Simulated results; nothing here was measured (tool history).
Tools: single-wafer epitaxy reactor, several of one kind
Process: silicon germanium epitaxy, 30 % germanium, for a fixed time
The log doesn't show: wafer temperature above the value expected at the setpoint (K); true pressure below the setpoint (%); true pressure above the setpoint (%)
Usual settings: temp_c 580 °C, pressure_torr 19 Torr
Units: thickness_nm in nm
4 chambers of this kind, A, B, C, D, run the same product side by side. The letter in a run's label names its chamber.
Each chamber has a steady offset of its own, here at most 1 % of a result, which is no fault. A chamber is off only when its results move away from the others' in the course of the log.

run	hour	temp_c	pressure_torr	hours since the last pyrometer calibration	hours since the last manometer calibration	read-back reference wafer on the same gauge, thickness_nm	thickness_nm
1A	7.2	580	19	1452.5	1054.4	39.808	39.628
2C	14.6	580	19	188.2	50.4	39.813	39.916
3B	22.4	580	19	1158	1176.1	39.789	39.664
4D	29.6	580	19	942.6	804.9	39.767	39.706
5B	34.6	580	19	1170.2	1188.3	39.808	39.584
6D	38.8	580	19	951.8	814.1	39.792	39.505
7C	43.3	580	19	216.9	79.1	39.82	40.021
# hour 47.7: chamber D: pyrometer calibrated
8A	47.7	580	19	1493	1094.9	39.789	39.389
9B	51.7	580	19	1187.3	1205.4	39.799	39.743
10C	59	590	19	232.6	94.8	39.792	48.105
11D	63.5	590	19	15.8	838.8	39.815	47.382
12A	67.5	590	19	1512.8	1114.7	39.813	47.668
13D	72.3	590	19	24.6	847.6	39.801	47.836
14A	77.5	580	19	1522.8	1124.7	39.806	39.329
15B	82.4	580	19	1218	1236.1	39.778	39.79
16C	88.3	580	19	261.9	124.1	39.788	39.858
17C	95.7	580	19	269.3	131.5	39.791	39.789
18D	103.6	580	16.4	55.9	878.9	39.818	37.425
# hour 103.9: chamber B: pyrometer calibrated
19B	108.9	580	16.4	5	1262.6	39.806	37.956
20A	116.3	580	16.4	1561.6	1163.5	39.807	37.335
21B	122.7	580	16.4	18.8	1276.4	39.779	38.068
22C	130.6	580	19	304.2	166.4	39.8	39.862
23D	134.8	580	19	87.1	910.1	39.802	39.652
24A	142.3	580	19	1587.6	1189.5	39.821	39.551
25A	147	580	19	1592.3	1194.2	39.824	39.344
26D	154.9	595	19	107.2	930.2	39.813	52.452
27C	160	595	19	333.6	195.8	39.786	52.729
28B	165.8	595	19	61.9	1319.5	39.813	53.494
29C	172.5	595	19	346.1	208.3	39.814	53.119
30A	176.9	566	15.7	1622.2	1224.1	39.786	28.118
31B	180.5	566	15.7	76.6	1334.2	39.78	28.373

Next, every chamber runs the same settings. What will each give?
32A	186.4	580	19				?
32B	186.4	580	19				?
32C	186.4	580	19				?
32D	186.4	580	19				?

run	thickness_nm
32A	39.53
32B	40.501
32C	39.787
32D	39.516
